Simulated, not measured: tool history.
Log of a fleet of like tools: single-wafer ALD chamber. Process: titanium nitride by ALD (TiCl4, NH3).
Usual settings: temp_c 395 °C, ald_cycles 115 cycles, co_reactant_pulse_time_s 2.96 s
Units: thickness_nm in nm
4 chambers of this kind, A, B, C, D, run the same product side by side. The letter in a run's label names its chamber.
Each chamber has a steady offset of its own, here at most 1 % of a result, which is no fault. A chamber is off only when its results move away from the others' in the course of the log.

run	hour	temp_c	ald_cycles	co_reactant_pulse_time_s	read-back reference wafer on the same gauge, thickness_nm	thickness_nm
1C	11.8	395	115	2.96	2.6508	2.5574
2B	25.3	395	115	2.96	2.6489	2.5661
3D	39.2	395	115	2.96	2.6488	2.5440
4A	49.1	395	115	2.96	2.6476	2.5742
5C	60.5	395	115	2.96	2.6475	2.5631
6B	69.3	395	135	2.96	2.6478	3.0101
7A	84.7	395	135	2.96	2.6478	3.0147
8D	94.3	395	135	2.96	2.6472	2.9854
9C	108.5	395	135	2.96	2.6474	3.0078
10B	118.6	395	115	2.96	2.6468	2.5628
11A	128.2	395	132	4.03	2.6462	2.9796
12D	136.6	395	132	4.03	2.6453	2.9460
13D	149.1	395	132	4.03	2.6451	2.9455
14C	159.6	395	132	4.03	2.6452	2.9634
15A	175.5	395	115	2.96	2.6448	2.5708
16B	187.5	395	115	2.96	2.6439	2.5571
17B	198.4	395	115	2.96	2.6445	2.5609
18D	211.3	395	115	2.96	2.6442	2.5368
19A	220.2	395	115	2.96	2.6430	2.5646
20C	232.5	395	115	2.96	2.6435	2.5532
21D	247.9	395	115	2.96	2.6429	2.5355
22A	257.9	402	125	2.96	2.6424	2.7961
23B	271.2	402	125	2.96	2.6418	2.7943
24C	281.9	402	125	2.96	2.6420	2.7908
25D	290.3	402	125	2.96	2.6416	2.7657
26C	303.8	395	115	2.96	2.6408	2.5495
27A	313.5	395	126	2.96	2.6402	2.8136
28B	327.6	395	126	2.96	2.6399	2.8030
29C	334.9	395	126	2.96	2.6403	2.7958
30B	347.3	395	126	2.96	2.6404	2.7929
31A	360.4	395	115	2.96	2.6388	2.5614
32D	369.1	395	115	3.57	2.6386	2.5549
33B	384.3	395	115	3.57	2.6381	2.5705

What goes on in this fleet: one chamber off, a drifting gauge, or nothing beyond the chambers' own small offsets? Name the chamber and the cause, if any.

The gauge drifts, so all chambers seem to drift together. No chamber is off.
Cause: gauge reads low (%) = 0.456.

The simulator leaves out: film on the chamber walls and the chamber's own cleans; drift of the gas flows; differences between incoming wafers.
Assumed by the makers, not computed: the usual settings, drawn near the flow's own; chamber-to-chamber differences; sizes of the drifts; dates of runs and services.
